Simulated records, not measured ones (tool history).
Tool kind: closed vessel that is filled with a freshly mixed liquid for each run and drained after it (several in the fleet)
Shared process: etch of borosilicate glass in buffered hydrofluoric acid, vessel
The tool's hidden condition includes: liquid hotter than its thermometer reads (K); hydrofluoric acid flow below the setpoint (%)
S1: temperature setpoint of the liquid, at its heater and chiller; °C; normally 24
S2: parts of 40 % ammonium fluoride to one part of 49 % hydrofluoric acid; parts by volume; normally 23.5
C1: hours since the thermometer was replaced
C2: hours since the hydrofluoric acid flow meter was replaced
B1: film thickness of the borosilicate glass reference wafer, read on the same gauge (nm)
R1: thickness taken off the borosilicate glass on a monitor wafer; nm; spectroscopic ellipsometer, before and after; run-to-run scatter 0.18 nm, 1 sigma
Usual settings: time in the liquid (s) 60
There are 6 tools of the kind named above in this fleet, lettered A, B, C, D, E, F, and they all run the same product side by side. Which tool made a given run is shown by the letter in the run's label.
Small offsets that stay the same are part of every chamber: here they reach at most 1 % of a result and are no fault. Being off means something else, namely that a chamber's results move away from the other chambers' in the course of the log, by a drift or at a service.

{"run": "1C", "hour": 15.5, "S1": 24, "S2": 23.5, "time in the liquid (s)": 60, "C1": 63.3, "C2": 1056.3, "B1": 30.015, "R1": 33.6}
{"hour": 18.4, "done": "chamber B: hydrofluoric acid flow meter replaced"}
{"run": "2E", "hour": 23.9, "S1": 24, "S2": 23.5, "time in the liquid (s)": 60, "C1": 565.6, "C2": 1345.1, "B1": 30.053, "R1": 34.164}
{"run": "3D", "hour": 31.4, "S1": 24, "S2": 23.5, "time in the liquid (s)": 60, "C1": 1062.2, "C2": 426.4, "B1": 30.009, "R1": 34.052}
{"run": "4F", "hour": 45.1, "S1": 24, "S2": 23.5, "time in the liquid (s)": 60, "C1": 307.9, "C2": 89.1, "B1": 29.982, "R1": 33.702}
{"run": "5B", "hour": 54.5, "S1": 27, "S2": 23.5, "time in the liquid (s)": 95, "C1": 121.5, "C2": 36.2, "B1": 29.974, "R1": 62.426}
{"run": "6A", "hour": 62.4, "S1": 27, "S2": 23.5, "time in the liquid (s)": 95, "C1": 630.7, "C2": 447.8, "B1": 30.002, "R1": 62.692}
{"run": "7A", "hour": 73.7, "S1": 27, "S2": 23.5, "time in the liquid (s)": 95, "C1": 642.0, "C2": 459.1, "B1": 30.028, "R1": 63.236}
{"run": "8D", "hour": 85.6, "S1": 27, "S2": 23.5, "time in the liquid (s)": 95, "C1": 1116.4, "C2": 480.6, "B1": 30.055, "R1": 63.453}
{"run": "9B", "hour": 97.4, "S1": 27, "S2": 23.5, "time in the liquid (s)": 95, "C1": 164.4, "C2": 79.1, "B1": 30.0, "R1": 62.73}
{"run": "10F", "hour": 112.6, "S1": 27, "S2": 23.5, "time in the liquid (s)": 95, "C1": 375.4, "C2": 156.6, "B1": 29.996, "R1": 62.406}
{"run": "11C", "hour": 127.4, "S1": 24, "S2": 23.5, "time in the liquid (s)": 60, "C1": 175.2, "C2": 1168.2, "B1": 30.019, "R1": 33.555}
{"run": "12E", "hour": 138.3, "S1": 24, "S2": 23.5, "time in the liquid (s)": 60, "C1": 680.0, "C2": 1459.5, "B1": 30.033, "R1": 33.873}
{"run": "13C", "hour": 150.8, "S1": 24, "S2": 23.5, "time in the liquid (s)": 60, "C1": 198.6, "C2": 1191.6, "B1": 30.023, "R1": 33.81}
{"run": "14E", "hour": 166.0, "S1": 24, "S2": 23.5, "time in the liquid (s)": 60, "C1": 707.7, "C2": 1487.2, "B1": 30.023, "R1": 34.086}
{"run": "15A", "hour": 175.9, "S1": 24, "S2": 23.5, "time in the liquid (s)": 60, "C1": 744.2, "C2": 561.3, "B1": 29.968, "R1": 34.22}
{"run": "16B", "hour": 184.4, "S1": 24, "S2": 23.5, "time in the liquid (s)": 60, "C1": 251.4, "C2": 166.1, "B1": 30.006, "R1": 33.706}
{"run": "17D", "hour": 196.3, "S1": 24, "S2": 29.5, "time in the liquid (s)": 60, "C1": 1227.1, "C2": 591.3, "B1": 29.995, "R1": 29.222}
{"run": "18F", "hour": 204.0, "S1": 24, "S2": 29.5, "time in the liquid (s)": 60, "C1": 466.8, "C2": 248.0, "B1": 29.991, "R1": 29.586}
{"run": "19B", "hour": 218.6, "S1": 24, "S2": 29.5, "time in the liquid (s)": 60, "C1": 285.6, "C2": 200.3, "B1": 29.971, "R1": 28.68}
{"run": "20C", "hour": 229.4, "S1": 24, "S2": 29.5, "time in the liquid (s)": 60, "C1": 277.2, "C2": 1270.2, "B1": 30.038, "R1": 28.968}
{"hour": 233.2, "done": "chamber E: thermometer replaced"}
{"run": "21F", "hour": 239.9, "S1": 24, "S2": 29.5, "time in the liquid (s)": 60, "C1": 502.7, "C2": 283.9, "B1": 29.976, "R1": 29.473}
{"run": "22D", "hour": 252.6, "S1": 24, "S2": 29.5, "time in the liquid (s)": 60, "C1": 1283.4, "C2": 647.6, "B1": 30.004, "R1": 29.327}
{"run": "23A", "hour": 265.0, "S1": 24, "S2": 23.5, "time in the liquid (s)": 60, "C1": 833.3, "C2": 650.4, "B1": 29.994, "R1": 34.137}
{"run": "24E", "hour": 279.3, "S1": 24, "S2": 23.5, "time in the liquid (s)": 60, "C1": 46.1, "C2": 1600.5, "B1": 30.02, "R1": 34.38}
{"run": "25F", "hour": 289.5, "S1": 24, "S2": 23.5, "time in the liquid (s)": 60, "C1": 552.3, "C2": 333.5, "B1": 30.025, "R1": 34.687}
{"run": "26B", "hour": 299.3, "S1": 24, "S2": 23.5, "time in the liquid (s)": 60, "C1": 366.3, "C2": 281.0, "B1": 29.987, "R1": 33.858}
{"run": "27A", "hour": 313.1, "S1": 24, "S2": 23.5, "time in the liquid (s)": 60, "C1": 881.4, "C2": 698.5, "B1": 30.027, "R1": 34.175}
{"hour": 317.1, "done": "chamber C: hydrofluoric acid flow meter replaced"}
{"run": "28C", "hour": 327.0, "S1": 27, "S2": 23.5, "time in the liquid (s)": 80, "C1": 374.8, "C2": 9.9, "B1": 30.009, "R1": 53.537}
{"run": "29E", "hour": 342.2, "S1": 27, "S2": 23.5, "time in the liquid (s)": 80, "C1": 109.0, "C2": 1663.4, "B1": 29.998, "R1": 53.689}
{"run": "30D", "hour": 357.9, "S1": 27, "S2": 23.5, "time in the liquid (s)": 80, "C1": 1388.7, "C2": 752.9, "B1": 30.004, "R1": 52.962}
{"run": "31B", "hour": 373.3, "S1": 27, "S2": 23.5, "time in the liquid (s)": 80, "C1": 440.3, "C2": 355.0, "B1": 30.012, "R1": 53.037}
{"hour": 380.3, "done": "chamber D: hydrofluoric acid flow meter replaced"}
{"run": "32F", "hour": 387.4, "S1": 27, "S2": 23.5, "time in the liquid (s)": 80, "C1": 650.2, "C2": 431.4, "B1": 29.985, "R1": 55.757}
{"run": "33C", "hour": 402.4, "S1": 27, "S2": 23.5, "time in the liquid (s)": 80, "C1": 450.2, "C2": 85.3, "B1": 30.022, "R1": 52.985}
{"run": "34A", "hour": 410.1, "S1": 24, "S2": 23.5, "time in the liquid (s)": 60, "C1": 978.4, "C2": 795.5, "B1": 29.956, "R1": 34.305}
{"run": "35E", "hour": 426.0, "S1": 24, "S2": 23.5, "time in the liquid (s)": 60, "C1": 192.8, "C2": 1747.2, "B1": 30.04, "R1": 33.864}
{"hour": 433.9, "done": "chamber D: thermometer replaced"}
{"run": "36D", "hour": 438.3, "S1": 24, "S2": 23.5, "time in the liquid (s)": 60, "C1": 4.4, "C2": 58.1, "B1": 30.041, "R1": 33.821}
{"hour": 443.4, "done": "chamber A: thermometer replaced"}
{"run": "37F", "hour": 450.4, "S1": 24, "S2": 23.5, "time in the liquid (s)": 60, "C1": 713.2, "C2": 494.4, "B1": 30.023, "R1": 36.038}
{"run": "38E", "hour": 463.3, "S1": 24, "S2": 23.5, "time in the liquid (s)": 60, "C1": 230.1, "C2": 1784.5, "B1": 29.994, "R1": 33.898}
{"run": "39D", "hour": 475.1, "S1": 24, "S2": 23.5, "time in the liquid (s)": 60, "C1": 41.2, "C2": 94.9, "B1": 30.022, "R1": 34.222}
{"run": "40A", "hour": 482.2, "S1": 24, "S2": 23.5, "time in the liquid (s)": 60, "C1": 38.8, "C2": 867.6, "B1": 29.984, "R1": 34.104}
{"run": "41C", "hour": 495.3, "S1": 24, "S2": 23.5, "time in the liquid (s)": 60, "C1": 543.1, "C2": 178.2, "B1": 29.949, "R1": 34.07}

The same settings go to every chamber for the next run, one line per chamber below. Forecast the results for each:
{"run": "42A", "hour": 506.9, "S1": 24, "S2": 23.5, "time in the liquid (s)": 75, "R1": "?"}
{"run": "42B", "hour": 506.9, "S1": 24, "S2": 23.5, "time in the liquid (s)": 75, "R1": "?"}
{"run": "42C", "hour": 506.9, "S1": 24, "S2": 23.5, "time in the liquid (s)": 75, "R1": "?"}
{"run": "42D", "hour": 506.9, "S1": 24, "S2": 23.5, "time in the liquid (s)": 75, "R1": "?"}
{"run": "42E", "hour": 506.9, "S1": 24, "S2": 23.5, "time in the liquid (s)": 75, "R1": "?"}
{"run": "42F", "hour": 506.9, "S1": 24, "S2": 23.5, "time in the liquid (s)": 75, "R1": "?"}

run=42A R1=42.528
run=42B R1=42.170
run=42C R1=42.602
run=42D R1=42.222
run=42E R1=43.158
run=42F R1=45.080
